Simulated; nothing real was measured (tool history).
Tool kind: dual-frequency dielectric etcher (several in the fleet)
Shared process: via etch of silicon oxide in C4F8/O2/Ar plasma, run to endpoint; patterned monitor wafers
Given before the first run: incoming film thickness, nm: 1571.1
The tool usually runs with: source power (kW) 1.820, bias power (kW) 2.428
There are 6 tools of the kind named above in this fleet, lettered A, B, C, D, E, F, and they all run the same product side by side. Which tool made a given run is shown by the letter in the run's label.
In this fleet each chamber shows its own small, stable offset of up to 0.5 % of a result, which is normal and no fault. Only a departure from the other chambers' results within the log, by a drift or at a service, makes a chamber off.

run	hour	source power (kW)	bias power (kW)	endpoint time (s)
1A	9.2	1.820	2.428	307.06
2D	21.1	1.820	2.428	302.95
3B	30.3	1.820	2.428	300.90
4F	43.1	1.820	2.428	307.04
5E	49.6	1.820	2.428	306.57
6C	55.6	1.820	2.428	305.15
# hour 61.3: chamber A: bias power generator calibrated
7F	62.0	1.820	2.428	305.18
# hour 64.3: chamber F: wet clean of the chamber
8C	68.4	1.820	2.428	306.82
9D	75.0	2.250	2.114	292.65
10B	85.3	2.250	2.114	290.05
11A	93.4	2.250	2.114	290.08
12E	100.6	2.250	2.114	289.91
# hour 105.8: chamber C: wet clean of the chamber
13C	106.5	2.250	2.114	290.58
14A	118.3	2.250	2.114	291.25
15F	128.2	1.820	2.428	301.03
# hour 128.8: chamber A: wet clean of the chamber
16B	139.4	1.820	2.428	302.68
17D	146.9	1.820	2.428	309.63
# hour 151.4: chamber E: wet clean of the chamber
18E	158.6	1.820	2.428	306.18
19F	169.8	1.820	2.428	300.62
20C	179.2	1.820	2.428	302.55
21A	190.2	1.820	2.428	307.42
22E	201.7	2.230	2.917	267.58
23D	211.9	2.230	2.917	264.48
24B	224.3	2.230	2.917	264.49
25F	230.8	2.230	2.917	264.73
26A	237.0	2.230	2.917	265.14
27D	249.4	2.230	2.917	265.51
# hour 250.1: chamber B: source power generator calibrated
28E	257.4	1.820	2.428	306.74
29B	268.8	1.820	2.428	301.74
30C	276.8	1.820	2.428	305.18
31A	288.6	1.820	2.428	309.12
32B	301.0	1.820	2.428	307.12
33E	314.3	1.820	2.428	307.57
34F	327.5	1.820	2.428	306.36
35C	337.7	2.060	2.066	304.25
36D	349.0	2.060	2.066	307.89
37E	354.8	2.060	2.066	302.61
38B	367.8	2.060	2.066	306.38
39F	377.8	2.060	2.066	304.19
40A	388.0	2.060	2.066	305.60
41D	396.7	1.820	2.428	307.98

All chambers now run identical settings, listed one chamber a line with results as question marks. What results will each chamber show?
42A	406.2	1.820	1.866	?
42B	406.2	1.820	1.866	?
42C	406.2	1.820	1.866	?
42D	406.2	1.820	1.866	?
42E	406.2	1.820	1.866	?
42F	406.2	1.820	1.866	?

run	endpoint time (s)
42A	329.50
42B	325.92
42C	324.44
42D	334.66
42E	328.81
42F	328.84

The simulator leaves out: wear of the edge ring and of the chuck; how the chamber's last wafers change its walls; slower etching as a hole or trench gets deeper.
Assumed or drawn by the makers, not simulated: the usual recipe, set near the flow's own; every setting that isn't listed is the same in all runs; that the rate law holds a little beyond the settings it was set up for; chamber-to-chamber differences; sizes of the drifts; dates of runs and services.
